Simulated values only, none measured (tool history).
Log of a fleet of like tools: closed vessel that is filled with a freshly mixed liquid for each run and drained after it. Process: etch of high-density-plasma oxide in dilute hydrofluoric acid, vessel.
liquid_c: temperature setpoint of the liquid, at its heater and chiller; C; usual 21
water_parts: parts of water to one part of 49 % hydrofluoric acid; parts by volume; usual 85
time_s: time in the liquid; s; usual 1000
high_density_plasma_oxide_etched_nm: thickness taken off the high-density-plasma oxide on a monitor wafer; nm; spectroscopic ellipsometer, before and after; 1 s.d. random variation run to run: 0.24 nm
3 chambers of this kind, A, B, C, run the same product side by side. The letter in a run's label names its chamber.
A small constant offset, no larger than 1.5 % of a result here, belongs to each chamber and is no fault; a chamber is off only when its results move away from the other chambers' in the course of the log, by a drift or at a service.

| run | hour | liquid_c | water_parts | time_s | hours since the thermometer was replaced | hours since the hydrofluoric acid flow meter was replaced | read-back film thickness of the high-density-plasma oxide reference wafer, read on the same gauge (nm) | high_density_plasma_oxide_etched_nm |
|---|---|---|---|---|---|---|---|---|
|  | 4.0 | chamber C: thermometer replaced |
| 1A | 9.1 | 21 | 85 | 1000 | 692.0 | 302.5 | 80.003 | 56.155 |
| 2B | 20.0 | 21 | 85 | 1000 | 164.1 | 895.8 | 79.998 | 55.761 |
| 3C | 28.4 | 21 | 85 | 1000 | 24.4 | 104.5 | 79.966 | 55.223 |
| 4C | 37.6 | 21 | 85 | 1000 | 33.6 | 113.7 | 80.004 | 54.765 |
| 5B | 48.4 | 21 | 85 | 1000 | 192.5 | 924.2 | 80.001 | 55.805 |
| 6A | 55.6 | 17 | 85 | 670 | 738.5 | 349.0 | 80.027 | 31.264 |
| 7C | 62.8 | 17 | 85 | 670 | 58.8 | 138.9 | 79.975 | 31.065 |
| 8B | 69.0 | 17 | 85 | 670 | 213.1 | 944.8 | 80.011 | 31.713 |
| 9A | 75.3 | 21 | 85 | 1000 | 758.2 | 368.7 | 79.980 | 56.134 |
| 10C | 82.4 | 21 | 85 | 1000 | 78.4 | 158.5 | 80.013 | 54.906 |
| 11B | 89.9 | 21 | 85 | 1000 | 234.0 | 965.7 | 80.017 | 55.636 |
| 12A | 98.8 | 21 | 85 | 1000 | 781.7 | 392.2 | 79.994 | 55.855 |
| 13A | 107.8 | 21 | 85 | 1000 | 790.7 | 401.2 | 80.026 | 55.660 |
| 14C | 119.6 | 21 | 85 | 1000 | 115.6 | 195.7 | 79.988 | 55.041 |
| 15B | 128.3 | 21 | 85 | 1000 | 272.4 | 1004.1 | 79.982 | 55.690 |
| 16B | 136.2 | 21 | 85 | 1000 | 280.3 | 1012.0 | 79.985 | 55.663 |
| 17C | 143.7 | 21 | 85 | 1000 | 139.7 | 219.8 | 79.981 | 54.787 |
|  | 146.0 | chamber A: thermometer replaced |
| 18A | 151.7 | 21 | 70 | 1450 | 5.7 | 445.1 | 79.986 | 99.186 |
| 19B | 161.3 | 21 | 70 | 1450 | 305.4 | 1037.1 | 80.040 | 100.190 |
| 20C | 171.9 | 21 | 70 | 1450 | 167.9 | 248.0 | 80.008 | 98.648 |
| 21A | 183.9 | 21 | 85 | 1000 | 37.9 | 477.3 | 79.980 | 55.167 |
| 22B | 191.3 | 21 | 85 | 1000 | 335.4 | 1067.1 | 80.030 | 55.599 |
| 23A | 199.0 | 21 | 85 | 1000 | 53.0 | 492.4 | 79.957 | 54.898 |
| 24C | 206.5 | 21 | 85 | 1000 | 202.5 | 282.6 | 79.997 | 55.089 |
| 25C | 218.6 | 21 | 85 | 1000 | 214.6 | 294.7 | 79.993 | 54.881 |
| 26B | 225.7 | 21 | 85 | 1000 | 369.8 | 1101.5 | 79.977 | 55.615 |
| 27A | 232.9 | 21 | 85 | 1000 | 86.9 | 526.3 | 79.965 | 54.302 |
| 28B | 244.6 | 21 | 85 | 1000 | 388.7 | 1120.4 | 79.987 | 55.242 |
| 29C | 256.1 | 21 | 85 | 1000 | 252.1 | 332.2 | 79.982 | 54.879 |
| 30A | 268.1 | 21 | 85 | 1000 | 122.1 | 561.5 | 79.935 | 54.037 |
| 31C | 279.4 | 21 | 85 | 1000 | 275.4 | 355.5 | 79.983 | 55.158 |
| 32B | 288.6 | 21 | 85 | 420 | 432.7 | 1164.4 | 79.993 | 23.336 |
| 33A | 296.3 | 21 | 85 | 420 | 150.3 | 589.7 | 80.042 | 22.680 |
| 34A | 301.9 | 21 | 85 | 420 | 155.9 | 595.3 | 79.999 | 22.561 |
| 35C | 313.2 | 21 | 85 | 1000 | 309.2 | 389.3 | 80.003 | 54.970 |
| 36B | 321.3 | 21 | 85 | 1000 | 465.4 | 1197.1 | 80.019 | 55.565 |
| 37A | 333.6 | 21 | 85 | 1000 | 187.6 | 627.0 | 80.027 | 53.568 |
| 38B | 342.8 | 21 | 85 | 1000 | 486.9 | 1218.6 | 79.977 | 55.627 |
| 39C | 349.2 | 21 | 85 | 1000 | 345.2 | 425.3 | 80.018 | 54.937 |
| 40C | 355.2 | 21 | 85 | 1000 | 351.2 | 431.3 | 79.987 | 54.547 |
| 41A | 362.5 | 21 | 85 | 1000 | 216.5 | 655.9 | 79.999 | 53.556 |

The same settings go to every chamber for the next run, one line per chamber below. Forecast the results for each:
| 42A | 371.4 | 21 | 85 | 1000 |  |  |  | ? |
| 42B | 371.4 | 21 | 85 | 1000 |  |  |  | ? |
| 42C | 371.4 | 21 | 85 | 1000 |  |  |  | ? |

| run | high_density_plasma_oxide_etched_nm |
|---|---|
| 42A | 53.150 |
| 42B | 56.088 |
| 42C | 55.162 |
